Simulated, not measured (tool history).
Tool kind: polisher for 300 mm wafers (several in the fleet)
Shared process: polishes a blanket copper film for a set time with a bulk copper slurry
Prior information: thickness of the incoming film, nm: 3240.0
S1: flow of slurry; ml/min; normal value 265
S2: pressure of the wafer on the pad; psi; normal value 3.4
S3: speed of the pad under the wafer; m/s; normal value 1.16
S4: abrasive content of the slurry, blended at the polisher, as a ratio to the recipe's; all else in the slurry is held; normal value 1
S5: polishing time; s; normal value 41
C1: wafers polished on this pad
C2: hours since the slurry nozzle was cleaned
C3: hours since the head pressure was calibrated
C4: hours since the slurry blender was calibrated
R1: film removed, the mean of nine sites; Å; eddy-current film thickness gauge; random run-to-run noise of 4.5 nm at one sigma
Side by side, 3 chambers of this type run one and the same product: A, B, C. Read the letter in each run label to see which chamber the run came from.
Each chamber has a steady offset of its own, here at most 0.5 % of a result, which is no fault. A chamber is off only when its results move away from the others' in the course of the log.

run	hour	S1	S2	S3	S4	S5	C1	C2	C3	C4	R1
# hour 7.2: chamber B: slurry blender recalibrated
1B	10.4	265	3.4	1.16	1	41	233	411.5	30.2	3.2	5056.2
2C	19.3	265	3.4	1.16	1	41	354	252.3	775.7	205.7	4928.4
3A	25.5	265	3.4	1.16	1	41	754	180.5	387.9	156	4963.2
# hour 29.6: chamber A: slurry blender recalibrated
# hour 32.9: chamber A: worn pad replaced by a new one
4A	36.6	265	3.4	1.16	1	41	54	191.6	399	7.1	5007.4
5C	45.1	265	3.4	1.16	1	41	732	278.1	801.5	231.5	4963.4
# hour 51.6: chamber C: worn pad replaced by a new one
6B	55.3	265	3.4	1.16	1	41	889	456.4	75.1	48.1	4973.5
7B	62.3	265	3.4	1.16	1	41	992	463.4	82.1	55.1	4948.3
8A	68.4	265	3.4	1.16	1	41	520	223.4	430.8	38.9	4919.7
9C	74.8	265	3.4	1.16	1	41	340	307.8	831.2	261.2	4876.7
10C	81.6	265	3.4	1.16	1	41	439	314.6	838	268	4949.2
11B	87.4	265	3.4	1.36	0.85	41	1359	488.5	107.2	80.2	5563.8
# hour 90.9: chamber A: worn pad replaced by a new one
12A	92.7	265	3.4	1.36	0.85	41	26	247.7	455.1	63.2	5596.4
# hour 101: chamber B: worn pad replaced by a new one
13B	102	265	3.4	1.36	0.85	41	15	503.1	121.8	94.8	5641.3
# hour 103.6: chamber C: worn pad replaced by a new one
14C	113.8	265	3.4	1.16	1	41	149	346.8	870.2	300.2	4940.1
15A	119.5	265	3.4	1.16	1	41	418	274.5	481.9	90	4953.3
16A	125	265	3.4	1.16	1	41	499	280	487.4	95.5	4916.7
17C	130.3	265	3.4	1.16	1	41	390	363.3	886.7	316.7	4974.4
18B	138.8	265	3.4	1.16	1	41	553	539.9	158.6	131.6	4926.6
# hour 139.3: chamber B: slurry nozzle cleaned
19B	147.5	265	3.4	1.16	1	41	680	8.3	167.3	140.3	5007.7
# hour 150.5: chamber A: worn pad replaced by a new one
20A	158	265	3.4	1.16	1	41	110	313	520.4	128.5	4945.1
# hour 164.5: chamber C: worn pad replaced by a new one
21C	167.2	265	3.4	1.16	1	41	40	400.2	923.6	353.6	5058.2
22C	175.6	265	3.4	1.16	1	41	163	408.6	932	362	5068.6
23A	184.5	265	3.4	1.16	1	41	498	339.5	546.9	155	4918.3
# hour 186.2: chamber A: slurry blender recalibrated
24B	195.6	210	2.2	1.16	1	41	1384	56.4	215.4	188.4	3098.3
# hour 202.6: chamber A: worn pad replaced by a new one
25C	204.4	210	2.2	1.16	1	41	584	437.4	960.8	390.8	3192
# hour 206.2: chamber B: worn pad replaced by a new one
26B	210	210	2.2	1.16	1	41	56	70.8	229.8	202.8	3077.7
27A	217.3	265	3.4	1.16	1	41	215	372.3	579.7	31.2	4979.7
# hour 222.6: chamber C: worn pad replaced by a new one
28B	227	265	3.4	1.16	1	41	304	87.8	246.8	219.8	4972.9
# hour 231.6: chamber B: slurry blender recalibrated
29C	232.4	265	3.4	1.16	1	41	144	465.4	988.8	418.8	5148.2
30A	242.6	265	3.4	1.16	1	41	585	397.6	605	56.5	4974.4
31A	249.6	265	3.4	1.16	1	41	688	404.6	612	63.5	4903.9
32C	261.9	265	3.4	1.16	1	41	575	494.9	1018.3	448.3	5386.9
# hour 271.9: chamber A: worn pad replaced by a new one
33B	273	265	3.4	1.16	1	41	977	133.8	292.8	41.4	5019.5
# hour 276.7: chamber C: worn pad replaced by a new one
# hour 282.8: chamber C: slurry blender recalibrated
34B	284.5	265	3.4	1.16	1	41	1145	145.3	304.3	52.9	4969.9
35C	293.8	265	3.4	1.16	1	41	250	526.8	1050.2	11	5496.7
36A	300.4	265	3.4	1.16	1	41	417	455.4	662.8	114.3	4934.5

One chamber off, gauge drift, or nothing amiss beyond the chambers' own small offsets? If it is a chamber, which one, and what is the likeliest cause?

It is chamber C that slowly wanders off from its peers.
Cause: head's pressure above its setpoint, % = 10.9.

Chamber C could run next with any of the 4 candidate recipes listed below; each alters the usual settings, and their results appear as question marks. Which one brings its results back in line with what the other chambers deliver on the usual settings?
A result is in line if it is within this distance of the other chambers' mean on the usual settings: R1 160 Å
37C-1	309.2	265	3.3	1.12	1	40					?
37C-2	309.2	265	3.4	0.96	1	41					?
37C-3	309.2	265	3.5	1.2	1	43					?
37C-4	309.2	265	3.6	1.24	1	44					?

Mean of the other chambers on the usual settings: R1 4954.4 Å
run	R1
37C-1	4994.7
37C-2	4532.7
37C-3	6101.8
37C-4	6636.3
With 37C-1, the chamber falls back in line with the rest.
